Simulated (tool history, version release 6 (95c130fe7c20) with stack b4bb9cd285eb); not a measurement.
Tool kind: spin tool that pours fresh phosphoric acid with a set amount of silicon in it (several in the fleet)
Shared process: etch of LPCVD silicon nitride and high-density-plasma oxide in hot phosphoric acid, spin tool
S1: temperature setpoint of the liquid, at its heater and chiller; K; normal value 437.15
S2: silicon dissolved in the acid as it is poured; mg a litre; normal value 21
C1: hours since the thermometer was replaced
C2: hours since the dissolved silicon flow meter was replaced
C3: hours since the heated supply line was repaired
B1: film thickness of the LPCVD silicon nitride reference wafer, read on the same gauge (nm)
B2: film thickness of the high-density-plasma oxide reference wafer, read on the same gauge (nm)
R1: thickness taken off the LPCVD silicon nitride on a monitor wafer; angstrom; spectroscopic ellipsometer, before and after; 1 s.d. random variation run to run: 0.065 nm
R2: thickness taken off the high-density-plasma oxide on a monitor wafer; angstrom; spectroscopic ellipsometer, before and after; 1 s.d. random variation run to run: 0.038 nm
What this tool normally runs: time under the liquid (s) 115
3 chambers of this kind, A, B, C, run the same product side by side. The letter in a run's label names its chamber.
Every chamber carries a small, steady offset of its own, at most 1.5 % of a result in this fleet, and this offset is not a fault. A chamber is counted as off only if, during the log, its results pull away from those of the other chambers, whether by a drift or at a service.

{"run": "1C", "hour": 7.3, "S1": 437.15, "S2": 21, "time under the liquid (s)": 115, "C1": 274.8, "C2": 337.5, "C3": 771.5, "B1": 79.993, "B2": 130.0, "R1": 109.02, "R2": 5.6078}
{"run": "2A", "hour": 16.8, "S1": 437.15, "S2": 21, "time under the liquid (s)": 115, "C1": 2170.5, "C2": 1077.4, "C3": 702.9, "B1": 80.019, "B2": 130.01, "R1": 108.65, "R2": 6.2244}
{"run": "3B", "hour": 24.0, "S1": 437.15, "S2": 21, "time under the liquid (s)": 115, "C1": 431.0, "C2": 424.1, "C3": 335.0, "B1": 80.02, "B2": 129.98, "R1": 108.25, "R2": 6.3885}
{"run": "4C", "hour": 30.9, "S1": 437.15, "S2": 21, "time under the liquid (s)": 115, "C1": 298.4, "C2": 361.1, "C3": 795.1, "B1": 80.018, "B2": 130.01, "R1": 107.52, "R2": 6.9644}
{"run": "5B", "hour": 40.4, "S1": 437.15, "S2": 21, "time under the liquid (s)": 115, "C1": 447.4, "C2": 440.5, "C3": 351.4, "B1": 79.991, "B2": 130.01, "R1": 108.77, "R2": 5.891}
{"run": "6A", "hour": 48.3, "S1": 437.15, "S2": 21, "time under the liquid (s)": 115, "C1": 2202.0, "C2": 1108.9, "C3": 734.4, "B1": 79.99, "B2": 130.01, "R1": 108.49, "R2": 6.0276}
{"run": "7C", "hour": 57.5, "S1": 437.15, "S2": 21, "time under the liquid (s)": 115, "C1": 325.0, "C2": 387.7, "C3": 821.7, "B1": 80.003, "B2": 130.01, "R1": 108.58, "R2": 6.4965}
{"run": "8A", "hour": 69.8, "S1": 437.15, "S2": 21, "time under the liquid (s)": 115, "C1": 2223.5, "C2": 1130.4, "C3": 755.9, "B1": 80.004, "B2": 130.01, "R1": 109.14, "R2": 6.1443}
{"run": "9B", "hour": 83.2, "S1": 437.15, "S2": 21, "time under the liquid (s)": 115, "C1": 490.2, "C2": 483.3, "C3": 394.2, "B1": 80.006, "B2": 129.97, "R1": 108.7, "R2": 6.5965}
{"run": "10A", "hour": 95.6, "S1": 437.15, "S2": 21, "time under the liquid (s)": 115, "C1": 2249.3, "C2": 1156.2, "C3": 781.7, "B1": 80.008, "B2": 129.96, "R1": 108.0, "R2": 5.8861}
{"run": "11C", "hour": 108.7, "S1": 437.15, "S2": 21, "time under the liquid (s)": 115, "C1": 376.2, "C2": 438.9, "C3": 872.9, "B1": 79.989, "B2": 129.98, "R1": 106.78, "R2": 5.7765}
{"run": "12B", "hour": 119.1, "S1": 437.15, "S2": 21, "time under the liquid (s)": 115, "C1": 526.1, "C2": 519.2, "C3": 430.1, "B1": 80.01, "B2": 129.98, "R1": 108.39, "R2": 7.338}
{"run": "13C", "hour": 127.6, "S1": 437.15, "S2": 6, "time under the liquid (s)": 80, "C1": 395.1, "C2": 457.8, "C3": 891.8, "B1": 80.001, "B2": 130.03, "R1": 73.278, "R2": 6.253}
{"hour": 132.4, "done": "chamber C: dissolved silicon flow meter replaced"}
{"run": "14B", "hour": 140.3, "S1": 437.15, "S2": 6, "time under the liquid (s)": 80, "C1": 547.3, "C2": 540.4, "C3": 451.3, "B1": 80.014, "B2": 130.02, "R1": 75.026, "R2": 6.3549}
{"run": "15A", "hour": 152.3, "S1": 437.15, "S2": 6, "time under the liquid (s)": 80, "C1": 2306.0, "C2": 1212.9, "C3": 838.4, "B1": 80.014, "B2": 130.02, "R1": 75.756, "R2": 5.9549}
{"run": "16A", "hour": 158.9, "S1": 437.15, "S2": 21, "time under the liquid (s)": 115, "C1": 2312.6, "C2": 1219.5, "C3": 845.0, "B1": 79.981, "B2": 130.01, "R1": 108.43, "R2": 5.8877}
{"run": "17B", "hour": 167.5, "S1": 437.15, "S2": 21, "time under the liquid (s)": 115, "C1": 574.5, "C2": 567.6, "C3": 478.5, "B1": 79.97, "B2": 130.01, "R1": 108.4, "R2": 6.5248}
{"run": "18C", "hour": 174.1, "S1": 437.15, "S2": 21, "time under the liquid (s)": 115, "C1": 441.6, "C2": 41.8, "C3": 938.3, "B1": 80.016, "B2": 129.96, "R1": 104.14, "R2": 5.7398}
{"run": "19B", "hour": 186.9, "S1": 437.15, "S2": 21, "time under the liquid (s)": 115, "C1": 593.9, "C2": 587.0, "C3": 497.9, "B1": 80.011, "B2": 130.01, "R1": 108.89, "R2": 6.3139}
{"run": "20A", "hour": 195.7, "S1": 437.15, "S2": 21, "time under the liquid (s)": 115, "C1": 2349.4, "C2": 1256.3, "C3": 881.8, "B1": 79.985, "B2": 129.99, "R1": 108.69, "R2": 6.377}
{"run": "21C", "hour": 202.9, "S1": 437.15, "S2": 21, "time under the liquid (s)": 115, "C1": 470.4, "C2": 70.6, "C3": 967.1, "B1": 79.993, "B2": 130.01, "R1": 103.48, "R2": 5.6521}
{"run": "22C", "hour": 211.4, "S1": 437.15, "S2": 21, "time under the liquid (s)": 115, "C1": 478.9, "C2": 79.1, "C3": 975.6, "B1": 80.01, "B2": 129.98, "R1": 102.07, "R2": 5.4643}
{"run": "23A", "hour": 221.4, "S1": 437.15, "S2": 21, "time under the liquid (s)": 80, "C1": 2375.1, "C2": 1282.0, "C3": 907.5, "B1": 79.997, "B2": 130.02, "R1": 75.534, "R2": 4.3005}
{"run": "24B", "hour": 235.1, "S1": 437.15, "S2": 21, "time under the liquid (s)": 80, "C1": 642.1, "C2": 635.2, "C3": 546.1, "B1": 79.996, "B2": 129.99, "R1": 76.554, "R2": 4.6397}
{"run": "25B", "hour": 245.4, "S1": 437.15, "S2": 21, "time under the liquid (s)": 80, "C1": 652.4, "C2": 645.5, "C3": 556.4, "B1": 79.986, "B2": 130.02, "R1": 75.758, "R2": 3.9776}

Is one chamber out of step, is the gauge drifting, or do the chambers differ by no more than their own small offsets? For an off chamber, give its letter and the likeliest cause.

One chamber, C, drifts off from the rest bit by bit.
What lies behind it: temperature lost on the way to the wafer (K) = 2.49.
With only this log, it may be confused with: liquid colder than its thermometer reads (K).

Which of the 4 candidates below, each the usual settings with something changed and its results left as question marks, puts chamber C back in line with what the other chambers give on the usual settings?
To be in line, a result may differ from the other chambers' mean on the usual settings by at most: R1 2.300 angstrom; R2 1.3000 angstrom
{"run": "26C-1", "hour": 255.2, "S1": 437.15, "S2": 23.5, "time under the liquid (s)": 105, "R1": "?", "R2": "?"}
{"run": "26C-2", "hour": 255.2, "S1": 437.15, "S2": 22.5, "time under the liquid (s)": 110, "R1": "?", "R2": "?"}
{"run": "26C-3", "hour": 255.2, "S1": 437.15, "S2": 19.5, "time under the liquid (s)": 120, "R1": "?", "R2": "?"}
{"run": "26C-4", "hour": 255.2, "S1": 437.15, "S2": 18.5, "time under the liquid (s)": 125, "R1": "?", "R2": "?"}

The other chambers' mean on the usual settings: R1 108.430 angstrom; R2 6.3121 angstrom
run=26C-1 R1=91.021 R2=4.3782
run=26C-2 R1=95.355 R2=4.7323
run=26C-3 R1=104.020 R2=5.6390
run=26C-4 R1=108.360 R2=6.0395
26C-4 is the one that brings the chamber's results back in line with the other chambers.
